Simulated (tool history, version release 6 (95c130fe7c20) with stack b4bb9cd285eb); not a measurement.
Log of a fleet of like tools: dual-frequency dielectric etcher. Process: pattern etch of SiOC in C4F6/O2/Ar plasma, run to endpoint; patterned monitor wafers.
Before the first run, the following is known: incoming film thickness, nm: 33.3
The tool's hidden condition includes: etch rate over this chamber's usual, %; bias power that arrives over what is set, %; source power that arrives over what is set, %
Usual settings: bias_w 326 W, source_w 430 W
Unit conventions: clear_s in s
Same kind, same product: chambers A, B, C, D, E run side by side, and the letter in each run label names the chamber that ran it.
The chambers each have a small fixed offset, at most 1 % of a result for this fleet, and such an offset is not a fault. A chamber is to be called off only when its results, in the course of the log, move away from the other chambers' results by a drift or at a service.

run,hour,bias_w,source_w,hours since the last wet clean,hours since the last bias power generator calibration,hours since the last source power generator calibration,clear_s
1A,4.3,326,430,55.5,3331.2,1911.2,12.804
# hour 4.4: chamber D: wet clean of the chamber
2D,8.7,326,430,4.3,86.2,1861.8,12.689
3E,14.8,326,430,349.7,2106.9,540.8,12.691
4B,20.9,326,430,255.7,260.1,1658.7,12.705
5C,24.2,326,430,141.0,3252.1,3664.2,12.820
6C,29.9,326,430,146.7,3257.8,3669.9,12.819
7A,36.0,326,430,87.2,3362.9,1942.9,12.851
8D,41.0,326,430,36.6,118.5,1894.1,12.699
9B,45.9,326,430,280.7,285.1,1683.7,12.723
10E,51.8,326,430,386.7,2143.9,577.8,12.738
11C,57.1,326,430,173.9,3285.0,3697.1,12.730
12B,60.6,326,430,295.4,299.8,1698.4,12.711
13D,65.4,326,430,61.0,142.9,1918.5,12.727
14A,70.3,326,430,121.5,3397.2,1977.2,12.898
15E,73.6,326,360,408.5,2165.7,599.6,13.515
16D,78.0,326,360,73.6,155.5,1931.1,13.644
17A,81.1,326,360,132.3,3408.0,1988.0,13.663
18C,85.6,326,360,202.4,3313.5,3725.6,13.654
19E,89.1,326,360,424.0,2181.2,615.1,13.604
20B,92.8,288,430,327.6,332.0,1730.6,13.304
21B,97.1,288,430,331.9,336.3,1734.9,13.300
22A,100.5,288,430,151.7,3427.4,2007.4,13.477
23C,106.6,288,430,223.4,3334.5,3746.6,13.367
24D,110.3,288,430,105.9,187.8,1963.4,13.328
25E,114.9,326,430,449.8,2207.0,640.9,12.694
26D,121.0,326,430,116.6,198.5,1974.1,12.696
27C,126.8,326,430,243.6,3354.7,3766.8,12.767
28B,131.5,326,430,366.3,370.7,1769.3,12.682
29E,134.5,326,430,469.4,2226.6,660.5,12.687
30A,138.1,326,430,189.3,3465.0,2045.0,12.870
31C,141.2,326,430,258.0,3369.1,3781.2,12.748
32D,147.7,326,430,143.3,225.2,2000.8,12.792
33B,153.2,326,430,388.0,392.4,1791.0,12.743
34E,158.9,326,430,493.8,2251.0,684.9,12.746
35A,163.8,326,430,215.0,3490.7,2070.7,12.814
36B,168.2,326,430,403.0,407.4,1806.0,12.651
37D,174.7,326,430,170.3,252.2,2027.8,12.751

Has any chamber moved away from the others, gradually or after a service, or does the common gauge drift, or do the chambers differ only by their own small steady offsets? State the chamber and the most likely cause if one applies.

No chamber stands off beyond its own small offset, and the gauge holds steady.

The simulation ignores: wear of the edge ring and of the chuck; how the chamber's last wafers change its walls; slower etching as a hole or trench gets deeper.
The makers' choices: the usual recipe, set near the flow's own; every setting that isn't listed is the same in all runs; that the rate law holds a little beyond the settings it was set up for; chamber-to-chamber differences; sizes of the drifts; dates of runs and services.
